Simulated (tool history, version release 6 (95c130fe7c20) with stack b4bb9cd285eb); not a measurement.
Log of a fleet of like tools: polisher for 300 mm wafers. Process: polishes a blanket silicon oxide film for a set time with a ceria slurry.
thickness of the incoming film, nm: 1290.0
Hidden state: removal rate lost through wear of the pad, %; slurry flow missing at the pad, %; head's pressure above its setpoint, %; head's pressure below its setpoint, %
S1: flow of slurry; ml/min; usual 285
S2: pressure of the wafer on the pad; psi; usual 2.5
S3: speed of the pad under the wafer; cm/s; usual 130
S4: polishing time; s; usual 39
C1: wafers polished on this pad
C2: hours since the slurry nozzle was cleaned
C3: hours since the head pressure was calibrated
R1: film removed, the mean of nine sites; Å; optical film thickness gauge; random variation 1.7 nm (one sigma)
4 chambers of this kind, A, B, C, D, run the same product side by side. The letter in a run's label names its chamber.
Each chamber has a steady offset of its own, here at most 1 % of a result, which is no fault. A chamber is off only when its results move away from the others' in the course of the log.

run   hour   S1   S2   S3  S4    C1     C2      C3      R1
 1C    7.5  285  2.5  130  39   191  214.8    16.9  1938.7
 2A   15.9  285  2.5  130  39   168  177.4   856.1  1961.2
 3B   20.8  285  2.5  130  39   771  129.4  1316.6  1909.8
 4D   26.4  285  2.5  130  39   866    372   121.4  1934.4
 5A   33.5  285  2.5  130  39   321    195   873.7  1935.8
 6D     40  285  2.5  130  39   984  385.6     135  1935.6
      41.7  -- chamber C: slurry nozzle cleaned
 7C   46.2  285  2.5  130  39   527    4.5    55.6  1951.5
      48.9  -- chamber B: worn pad replaced by a new one
 8B   52.8  285  2.5  146  43    33  161.4  1348.6  2436.8
      56.8  -- chamber C: worn pad replaced by a new one
 9D   59.3  285  2.5  146  43  1152  404.9   154.3  2386.6
      63.5  -- chamber D: worn pad replaced by a new one
10B     64  285  2.5  146  43   131  172.6  1359.8  2337.6
11C     69  285  2.5  146  43   106   27.3    78.4  2379.8
12A   78.9  285  2.5  130  39   715  240.4   919.1  1951.7
      85.2  -- chamber A: worn pad replaced by a new one
13B   87.7  285  2.5  130  39   337  196.3  1383.5  1933.8
14D   95.3  285  2.5  130  39   276  440.9   190.3  1955.7
     102.5  -- chamber B: slurry nozzle cleaned
15C  104.5  285  2.5  130  39   414   62.8   113.9  1918.6
16A  113.4  355  2.5  130  39   245  274.9   953.6  1970.8
     115.4  -- chamber B: head pressure recalibrated
17B  122.4  355  2.5  130  39   638   19.9     7.1    1739
18A  130.4  355  2.5  130  39   393  291.9   970.6  1962.1
     135.9  -- chamber C: worn pad replaced by a new one
19D  136.2  355  2.5  130  39   631  481.8   231.2  1984.2
20C  141.9  285  2.5  130  39    52  100.2   151.3  1911.8
21C  149.5  285  2.5  130  39   118  107.8   158.9    1955
22A  156.4  285  2.5  130  39   619  317.9   996.6    1945
23B    163  285  2.5  130  39   991   60.5    47.7  1705.9
     167.5  -- chamber B: worn pad replaced by a new one
24D  168.4  285  2.5  130  39   911    514   263.4  1917.8
25C  174.4  285  2.5  130  39   334  132.7   183.8  1946.6
26B  180.3  285  2.5  130  39   111   77.8      65  1733.2
     182.4  -- chamber A: worn pad replaced by a new one
27A  184.7  285  2.5  130  39    20  346.2  1024.9  1922.6
     193.3  -- chamber D: worn pad replaced by a new one
28D  193.6  205  2.5  130  39     3  539.2   288.6  1867.8
29A  202.2  205  2.5  130  39   172  363.7  1042.4  1889.7
30B  208.8  205  2.5  130  39   359  106.3    93.5  1630.2
     214.4  -- chamber D: slurry nozzle cleaned
     214.8  -- chamber C: worn pad replaced by a new one
31C  216.7  205  2.5  130  39    17    175   226.1  1850.6
32D  226.5  285  1.6  130  39   289   12.1   321.5  1235.8
33D  233.1  285  1.6  130  39   346   18.7   328.1  1256.4

What goes on in this fleet: one chamber off, a drifting gauge, or nothing beyond the chambers' own small offsets? Name the chamber and the cause, if any.

A service left chamber B off against the others.
Cause: head's pressure below its setpoint, % = 11.3.

Here are 4 candidates for chamber B's next run, each the usual settings with a change, their results left as question marks. Which one brings its results back in line with what the others give on the usual settings?
In line means no further than this from the other chambers' mean on the usual settings: R1 60 Å
34B-1  240.3  285  2.2  114  39               ?
34B-2  240.3  285  2.8  148  39               ?
34B-3  240.3  285  2.7  138  39               ?
34B-4  240.3  285  2.3  130  37               ?

The other chambers' mean on the usual settings: R1 1931.9 Å
  run      R1
34B-1  1315.8
34B-2    2173
34B-3  1954.3
34B-4  1487.2
34B-3 brings the chamber back in line.
